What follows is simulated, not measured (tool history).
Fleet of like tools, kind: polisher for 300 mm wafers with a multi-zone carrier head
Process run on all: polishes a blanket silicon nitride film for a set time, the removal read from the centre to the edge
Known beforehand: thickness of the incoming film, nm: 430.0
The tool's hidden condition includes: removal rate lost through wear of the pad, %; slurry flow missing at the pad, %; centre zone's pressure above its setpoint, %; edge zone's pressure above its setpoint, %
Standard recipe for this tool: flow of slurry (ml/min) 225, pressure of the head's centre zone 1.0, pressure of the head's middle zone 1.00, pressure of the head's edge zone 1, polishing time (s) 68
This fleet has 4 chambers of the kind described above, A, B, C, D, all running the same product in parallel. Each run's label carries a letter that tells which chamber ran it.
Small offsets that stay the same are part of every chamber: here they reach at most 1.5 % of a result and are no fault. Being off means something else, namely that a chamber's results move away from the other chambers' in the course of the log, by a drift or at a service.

run	day	flow of slurry (ml/min)	pressure of the head's centre zone	pressure of the head's middle zone	pressure of the head's edge zone	polishing time (s)	wafers polished on this pad	hours since the slurry nozzle was cleaned	hours since the centre zone pressure was calibrated	hours since the edge zone pressure was calibrated	film removed at the wafer's centre (angstrom)	film removed at mid-radius (angstrom)	film removed at the wafer's edge (angstrom)
1D	0.229	225	1.0	1.00	1	68	454	231.2	163.7	387.4	1285.8	1296.7	1290.7
2B	0.429	225	1.0	1.00	1	68	388	210.6	413.9	490.1	1328.4	1324.3	1298.6
3A	0.588	225	1.0	1.00	1	68	372	112.1	948.7	631.2	1296.8	1298.7	1303.5
4C	0.742	225	1.0	1.00	1	68	656	57.7	778.7	370.9	1317.0	1329.2	1322.5
5D	0.971	225	1.0	1.00	1	68	580	249.0	181.5	405.2	1290.5	1297.9	1294.9
# day 1.112: chamber A: edge zone pressure recalibrated
6B	1.200	225	1.0	1.00	1	91	518	229.1	432.4	508.6	1737.9	1770.7	1727.6
7A	1.325	225	1.0	1.00	1	91	497	129.8	966.4	5.2	1705.5	1763.3	1722.2
8C	1.554	225	1.0	1.00	1	91	793	77.2	798.2	390.4	1787.4	1747.6	1742.5
9A	1.712	225	1.0	1.00	1	91	562	139.1	975.7	14.5	1736.8	1724.1	1728.0
# day 1.850: chamber C: edge zone pressure recalibrated
10D	1.904	225	1.0	1.00	1	68	737	271.4	203.9	427.6	1277.4	1288.9	1291.3
11C	2.071	175	1.0	1.00	1	68	880	89.6	810.6	5.4	1254.9	1275.0	1266.1
12B	2.229	175	1.0	1.00	1	68	692	253.8	457.1	533.3	1259.0	1284.3	1269.6
# day 2.288: chamber A: centre zone pressure recalibrated
13D	2.446	175	1.0	1.00	1	68	829	284.4	216.9	440.6	1224.4	1266.0	1253.8
14A	2.558	175	1.0	1.00	1	68	705	159.4	6.6	34.8	1243.9	1235.5	1262.9
# day 2.650: chamber D: worn pad replaced by a new one
15C	2.796	225	1.0	1.00	1	68	1003	107.0	828.0	22.8	1303.9	1291.6	1308.9
# day 2.821: chamber C: worn pad replaced by a new one
# day 2.942: chamber B: slurry nozzle cleaned
16B	3.008	225	1.0	1.00	1	68	823	1.7	475.8	552.0	1299.9	1286.1	1289.4
17B	3.183	225	1.0	1.07	1	68	853	5.9	480.0	556.2	1283.3	1365.6	1276.2
18C	3.388	225	1.0	1.07	1	68	95	121.2	842.2	37.0	1304.4	1388.5	1304.6
19A	3.512	225	1.0	1.07	1	68	866	182.3	29.5	57.7	1273.8	1388.7	1279.4
20D	3.654	225	1.0	1.07	1	68	169	313.4	245.9	469.6	1299.3	1409.6	1302.6
21B	3.833	225	1.0	1.00	1	68	962	21.5	495.6	571.8	1276.2	1249.5	1265.5
22D	3.938	225	0.9	1.00	1	68	217	320.2	252.7	476.4	1142.8	1319.6	1294.0
23C	4.108	225	0.9	1.00	1	68	217	138.5	859.5	54.3	1163.9	1287.5	1307.3
24A	4.304	225	0.9	1.00	1	68	1000	201.3	48.5	76.7	1140.8	1314.8	1289.5
25A	4.488	225	0.9	1.00	1	68	1031	205.7	52.9	81.1	1133.8	1299.7	1296.3
26D	4.696	225	1.0	1.00	1	68	345	338.4	270.9	494.6	1269.9	1281.0	1287.9
27C	4.804	225	1.0	1.00	1	68	334	155.2	876.2	71.0	1298.9	1315.3	1287.6
28B	4.979	225	1.0	1.00	1	68	1156	49.0	523.1	599.3	1228.1	1247.0	1231.5
29A	5.183	225	1.0	1.00	1	68	1148	222.4	69.6	97.8	1296.0	1276.3	1309.3
30D	5.383	225	1.0	1.00	1	68	461	354.9	287.4	511.1	1301.6	1312.1	1291.4
31B	5.508	225	1.0	1.00	1	68	1245	61.7	535.8	612.0	1220.7	1211.5	1212.7

Predict what each chamber gives when all 4 of them run the settings below next.
32A	5.679	225	1.0	1.00	1	68					?	?	?
32B	5.679	225	1.0	1.00	1	68					?	?	?
32C	5.679	225	1.0	1.00	1	68					?	?	?
32D	5.679	225	1.0	1.00	1	68					?	?	?

run	film removed at the wafer's centre (angstrom)	film removed at mid-radius (angstrom)	film removed at the wafer's edge (angstrom)
32A	1290.8	1318.9	1281.1
32B	1212.5	1229.9	1209.6
32C	1307.7	1306.5	1321.0
32D	1309.0	1308.3	1294.1
